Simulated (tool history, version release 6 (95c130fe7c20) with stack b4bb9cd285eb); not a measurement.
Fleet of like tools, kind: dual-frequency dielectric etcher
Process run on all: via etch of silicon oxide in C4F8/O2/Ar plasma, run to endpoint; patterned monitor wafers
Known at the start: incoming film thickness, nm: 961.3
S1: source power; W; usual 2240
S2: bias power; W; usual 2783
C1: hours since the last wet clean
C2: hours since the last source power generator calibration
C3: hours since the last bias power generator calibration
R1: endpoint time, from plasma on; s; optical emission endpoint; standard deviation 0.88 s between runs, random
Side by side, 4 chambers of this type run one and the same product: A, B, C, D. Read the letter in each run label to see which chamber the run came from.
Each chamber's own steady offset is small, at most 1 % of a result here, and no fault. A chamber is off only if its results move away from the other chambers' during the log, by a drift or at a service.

run 1D hour=5.5 | S1=2240 S2=2783 | C1=154.6 C2=742.9 C3=1445.9 | R1=163.83
run 2B hour=10.4 | S1=2240 S2=2783 | C1=460.9 C2=1781.9 C3=2550.0 | R1=163.02
run 3C hour=13.5 | S1=2240 S2=2783 | C1=340.5 C2=2018.1 C3=1693.3 | R1=163.40
run 4A hour=19.0 | S1=2240 S2=2783 | C1=313.8 C2=2395.7 C3=4359.7 | R1=164.28
run 5B hour=25.1 | S1=2240 S2=2783 | C1=475.6 C2=1796.6 C3=2564.7 | R1=165.88
run 6D hour=29.0 | S1=2240 S2=2783 | C1=178.1 C2=766.4 C3=1469.4 | R1=163.78
run 7C hour=32.2 | S1=2240 S2=2783 | C1=359.2 C2=2036.8 C3=1712.0 | R1=162.99
run 8A hour=36.6 | S1=2240 S2=2783 | C1=331.4 C2=2413.3 C3=4377.3 | R1=164.96
run 9C hour=40.2 | S1=2540 S2=3413 | C1=367.2 C2=2044.8 C3=1720.0 | R1=146.72
run 10A hour=44.8 | S1=2540 S2=3413 | C1=339.6 C2=2421.5 C3=4385.5 | R1=145.79
run 11D hour=51.2 | S1=2540 S2=3413 | C1=200.3 C2=788.6 C3=1491.6 | R1=146.48
run 12B hour=54.7 | S1=2540 S2=3413 | C1=505.2 C2=1826.2 C3=2594.3 | R1=147.11
-- hour=56.5 chamber B: wet clean of the chamber
run 13B hour=59.1 | S1=2240 S2=2783 | C1=2.7 C2=1830.6 C3=2598.7 | R1=164.74
-- hour=60.1 chamber A: wet clean of the chamber
run 14A hour=63.7 | S1=1930 S2=2783 | C1=3.6 C2=2440.4 C3=4404.4 | R1=174.65
run 15D hour=67.4 | S1=1930 S2=2783 | C1=216.5 C2=804.8 C3=1507.8 | R1=174.73
run 16C hour=72.3 | S1=1930 S2=2783 | C1=399.3 C2=2076.9 C3=1752.1 | R1=173.48
run 17B hour=76.3 | S1=1930 S2=2783 | C1=19.9 C2=1847.8 C3=2615.9 | R1=174.03
run 18C hour=81.0 | S1=2240 S2=2783 | C1=408.0 C2=2085.6 C3=1760.8 | R1=162.71
run 19D hour=84.9 | S1=2240 S2=2783 | C1=234.0 C2=822.3 C3=1525.3 | R1=162.76
run 20A hour=88.5 | S1=2700 S2=3192 | C1=28.4 C2=2465.2 C3=4429.2 | R1=145.96
run 21A hour=91.4 | S1=2700 S2=3192 | C1=31.3 C2=2468.1 C3=4432.1 | R1=145.90
run 22C hour=94.6 | S1=2700 S2=3192 | C1=421.6 C2=2099.2 C3=1774.4 | R1=144.89
run 23B hour=99.9 | S1=2700 S2=3192 | C1=43.5 C2=1871.4 C3=2639.5 | R1=146.22
run 24D hour=106.4 | S1=2240 S2=2783 | C1=255.5 C2=843.8 C3=1546.8 | R1=163.78
run 25C hour=111.7 | S1=2240 S2=2783 | C1=438.7 C2=2116.3 C3=1791.5 | R1=162.95
run 26A hour=115.0 | S1=2240 S2=2783 | C1=54.9 C2=2491.7 C3=4455.7 | R1=166.06
run 27B hour=120.6 | S1=2050 S2=2241 | C1=64.2 C2=1892.1 C3=2660.2 | R1=181.00
run 28D hour=126.3 | S1=2050 S2=2241 | C1=275.4 C2=863.7 C3=1566.7 | R1=178.90
run 29A hour=129.1 | S1=2050 S2=2241 | C1=69.0 C2=2505.8 C3=4469.8 | R1=183.44
run 30B hour=132.8 | S1=2050 S2=2241 | C1=76.4 C2=1904.3 C3=2672.4 | R1=184.18
run 31C hour=139.2 | S1=2240 S2=2783 | C1=466.2 C2=2143.8 C3=1819.0 | R1=163.68
run 32D hour=143.1 | S1=2240 S2=2783 | C1=292.2 C2=880.5 C3=1583.5 | R1=164.34

The same settings go to every chamber for the next run, one line per chamber below. Forecast the results for each:
run 33A hour=147.8 | S1=1780 S2=2783 | R1=?
run 33B hour=147.8 | S1=1780 S2=2783 | R1=?
run 33C hour=147.8 | S1=1780 S2=2783 | R1=?
run 33D hour=147.8 | S1=1780 S2=2783 | R1=?

run=33A R1=180.12
run=33B R1=180.05
run=33C R1=177.96
run=33D R1=180.04

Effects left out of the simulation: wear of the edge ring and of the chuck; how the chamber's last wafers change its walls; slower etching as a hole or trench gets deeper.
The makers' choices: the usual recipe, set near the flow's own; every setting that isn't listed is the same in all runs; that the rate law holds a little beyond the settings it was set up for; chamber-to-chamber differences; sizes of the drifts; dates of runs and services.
